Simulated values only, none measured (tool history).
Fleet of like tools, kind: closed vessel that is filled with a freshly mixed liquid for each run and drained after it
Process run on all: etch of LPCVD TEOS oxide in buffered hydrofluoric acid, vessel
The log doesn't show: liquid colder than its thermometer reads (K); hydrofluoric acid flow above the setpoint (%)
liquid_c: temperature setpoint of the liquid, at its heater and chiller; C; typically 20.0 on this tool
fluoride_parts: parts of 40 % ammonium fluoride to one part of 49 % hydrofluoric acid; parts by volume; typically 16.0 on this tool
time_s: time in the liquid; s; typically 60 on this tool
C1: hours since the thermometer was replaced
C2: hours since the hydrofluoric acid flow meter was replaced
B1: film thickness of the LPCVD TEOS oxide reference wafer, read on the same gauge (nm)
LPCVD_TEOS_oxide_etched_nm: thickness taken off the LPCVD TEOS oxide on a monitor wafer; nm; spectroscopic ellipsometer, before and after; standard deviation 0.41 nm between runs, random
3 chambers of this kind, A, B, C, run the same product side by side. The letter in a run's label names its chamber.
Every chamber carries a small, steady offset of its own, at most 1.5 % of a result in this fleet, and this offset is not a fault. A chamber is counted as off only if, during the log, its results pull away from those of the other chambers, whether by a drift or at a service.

Run 1C, hour 6.1: usual settings; C1 1175.8; C2 1897.5; B1 30.010. Result: LPCVD_TEOS_oxide_etched_nm 105.830 nm.
Run 2A, hour 15.2: usual settings; C1 179.2; C2 880.0; B1 29.975. Result: LPCVD_TEOS_oxide_etched_nm 104.930 nm.
Run 3B, hour 21.8: usual settings; C1 517.5; C2 113.2; B1 29.981. Result: LPCVD_TEOS_oxide_etched_nm 106.150 nm.
Run 4B, hour 28.1: usual settings; C1 523.8; C2 119.5; B1 30.047. Result: LPCVD_TEOS_oxide_etched_nm 105.500 nm.
Run 5C, hour 35.7: usual settings; C1 1205.4; C2 1927.1; B1 30.004. Result: LPCVD_TEOS_oxide_etched_nm 105.810 nm.
Run 6A, hour 43.3: usual settings; C1 207.3; C2 908.1; B1 29.997. Result: LPCVD_TEOS_oxide_etched_nm 105.910 nm.
Run 7A, hour 50.8: usual settings; C1 214.8; C2 915.6; B1 29.966. Result: LPCVD_TEOS_oxide_etched_nm 104.590 nm.
Run 8B, hour 57.1: usual settings but liquid_c 17.0 C, time_s 35 s; C1 552.8; C2 148.5; B1 29.957. Result: LPCVD_TEOS_oxide_etched_nm 52.063 nm.
Run 9C, hour 61.8: usual settings but liquid_c 17.0 C, time_s 35 s; C1 1231.5; C2 1953.2; B1 30.009. Result: LPCVD_TEOS_oxide_etched_nm 51.939 nm.
Run 10C, hour 70.2: usual settings but liquid_c 17.0 C, time_s 35 s; C1 1239.9; C2 1961.6; B1 29.983. Result: LPCVD_TEOS_oxide_etched_nm 52.501 nm.
Run 11A, hour 77.5: usual settings; C1 241.5; C2 942.3; B1 30.061. Result: LPCVD_TEOS_oxide_etched_nm 105.950 nm.
Run 12B, hour 84.9: usual settings; C1 580.6; C2 176.3; B1 30.010. Result: LPCVD_TEOS_oxide_etched_nm 105.450 nm.
Run 13A, hour 93.4: usual settings; C1 257.4; C2 958.2; B1 29.958. Result: LPCVD_TEOS_oxide_etched_nm 106.300 nm.
Run 14B, hour 100.5: usual settings but liquid_c 17.5 C, time_s 30 s; C1 596.2; C2 191.9; B1 30.014. Result: LPCVD_TEOS_oxide_etched_nm 45.877 nm.
Run 15C, hour 107.2: usual settings but liquid_c 17.5 C, time_s 30 s; C1 1276.9; C2 1998.6; B1 30.077. Result: LPCVD_TEOS_oxide_etched_nm 46.226 nm.
Run 16A, hour 111.7: usual settings but liquid_c 17.5 C, time_s 30 s; C1 275.7; C2 976.5; B1 29.986. Result: LPCVD_TEOS_oxide_etched_nm 46.146 nm.
Run 17B, hour 118.6: usual settings; C1 614.3; C2 210.0; B1 30.022. Result: LPCVD_TEOS_oxide_etched_nm 104.920 nm.
Run 18C, hour 127.9: usual settings; C1 1297.6; C2 2019.3; B1 30.010. Result: LPCVD_TEOS_oxide_etched_nm 105.490 nm.
At hour 133.3: chamber C: hydrofluoric acid flow meter replaced.
Run 19A, hour 134.7: usual settings; C1 298.7; C2 999.5; B1 29.953. Result: LPCVD_TEOS_oxide_etched_nm 106.760 nm.
Run 20B, hour 144.0: usual settings; C1 639.7; C2 235.4; B1 29.995. Result: LPCVD_TEOS_oxide_etched_nm 105.590 nm.
Run 21C, hour 151.2: usual settings; C1 1320.9; C2 18.0; B1 29.975. Result: LPCVD_TEOS_oxide_etched_nm 105.560 nm.
Run 22A, hour 161.0: usual settings; C1 325.0; C2 1025.8; B1 30.054. Result: LPCVD_TEOS_oxide_etched_nm 107.980 nm.
Run 23B, hour 167.5: usual settings; C1 663.2; C2 258.9; B1 30.005. Result: LPCVD_TEOS_oxide_etched_nm 105.360 nm.
Run 24C, hour 175.1: usual settings; C1 1344.8; C2 41.9; B1 29.996. Result: LPCVD_TEOS_oxide_etched_nm 106.360 nm.
Run 25A, hour 180.4: usual settings; C1 344.4; C2 1045.2; B1 29.973. Result: LPCVD_TEOS_oxide_etched_nm 108.110 nm.
Run 26C, hour 190.0: usual settings; C1 1359.7; C2 56.8; B1 30.011. Result: LPCVD_TEOS_oxide_etched_nm 106.370 nm.
Run 27B, hour 194.4: usual settings; C1 690.1; C2 285.8; B1 29.973. Result: LPCVD_TEOS_oxide_etched_nm 106.010 nm.
Run 28B, hour 199.5: usual settings but fluoride_parts 20.5 parts by volume; C1 695.2; C2 290.9; B1 29.992. Result: LPCVD_TEOS_oxide_etched_nm 83.700 nm.
Run 29A, hour 205.4: usual settings but fluoride_parts 20.5 parts by volume; C1 369.4; C2 1070.2; B1 30.034. Result: LPCVD_TEOS_oxide_etched_nm 85.680 nm.

Next, all 3 chambers run the settings below, one line each with question marks for the results. What does each chamber give?
Run 30A, hour 212.7: usual settings. Result: LPCVD_TEOS_oxide_etched_nm ?.
Run 30B, hour 212.7: usual settings. Result: LPCVD_TEOS_oxide_etched_nm ?.
Run 30C, hour 212.7: usual settings. Result: LPCVD_TEOS_oxide_etched_nm ?.

run  LPCVD_TEOS_oxide_etched_nm
30A                     109.400
30B                     106.600
30C                     106.220
